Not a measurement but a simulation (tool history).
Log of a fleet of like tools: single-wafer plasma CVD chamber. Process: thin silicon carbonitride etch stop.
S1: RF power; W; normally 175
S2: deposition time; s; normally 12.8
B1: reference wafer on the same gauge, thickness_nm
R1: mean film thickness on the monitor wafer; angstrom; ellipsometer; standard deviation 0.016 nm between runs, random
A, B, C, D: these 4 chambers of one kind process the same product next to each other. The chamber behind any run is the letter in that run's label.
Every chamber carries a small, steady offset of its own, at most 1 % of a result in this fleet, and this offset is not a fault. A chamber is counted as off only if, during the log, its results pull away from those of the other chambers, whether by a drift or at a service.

run	hour	S1	S2	B1	R1
1D	6.5	175	12.8	7.1172	69.666
2A	14.1	175	12.8	7.1220	70.259
3C	25.6	175	12.8	7.1199	69.914
4B	34.7	175	12.8	7.1184	70.207
5C	43.1	175	12.8	7.1224	70.162
6B	50.7	175	12.8	7.1181	70.183
7A	58.9	175	12.8	7.1212	70.239
8D	65.7	175	12.8	7.1167	69.586
9A	71.6	175	12.8	7.1167	70.555
10C	78.0	175	12.8	7.1221	69.925
11D	87.2	175	12.8	7.1193	69.698
12B	94.5	175	12.8	7.1243	70.359
13D	100.7	175	12.8	7.1229	69.407
14A	108.8	175	12.8	7.1213	70.202
15B	116.2	175	12.8	7.1175	70.319
16C	121.5	195	12.0	7.1211	67.238
17C	128.9	195	12.0	7.1206	67.185
18B	137.8	195	12.0	7.1217	68.355
19D	146.5	195	12.0	7.1200	67.537
20A	157.8	175	12.8	7.1204	70.544
21B	163.2	175	12.8	7.1199	70.769
22D	174.2	175	12.8	7.1206	69.560
23A	179.4	175	12.8	7.1169	70.105
24C	188.6	155	14.8	7.1210	76.501
25A	197.9	155	14.8	7.1212	78.439
26C	205.1	155	14.8	7.1188	76.839
27D	210.3	155	14.8	7.1239	77.411
28B	216.9	175	12.8	7.1206	70.493

All 4 chambers run these settings next. Forecast each chamber's results:
29A	225.2	175	11.8		?
29B	225.2	175	11.8		?
29C	225.2	175	11.8		?
29D	225.2	175	11.8		?

run	R1
29A	64.652
29B	65.121
29C	63.129
29D	64.053
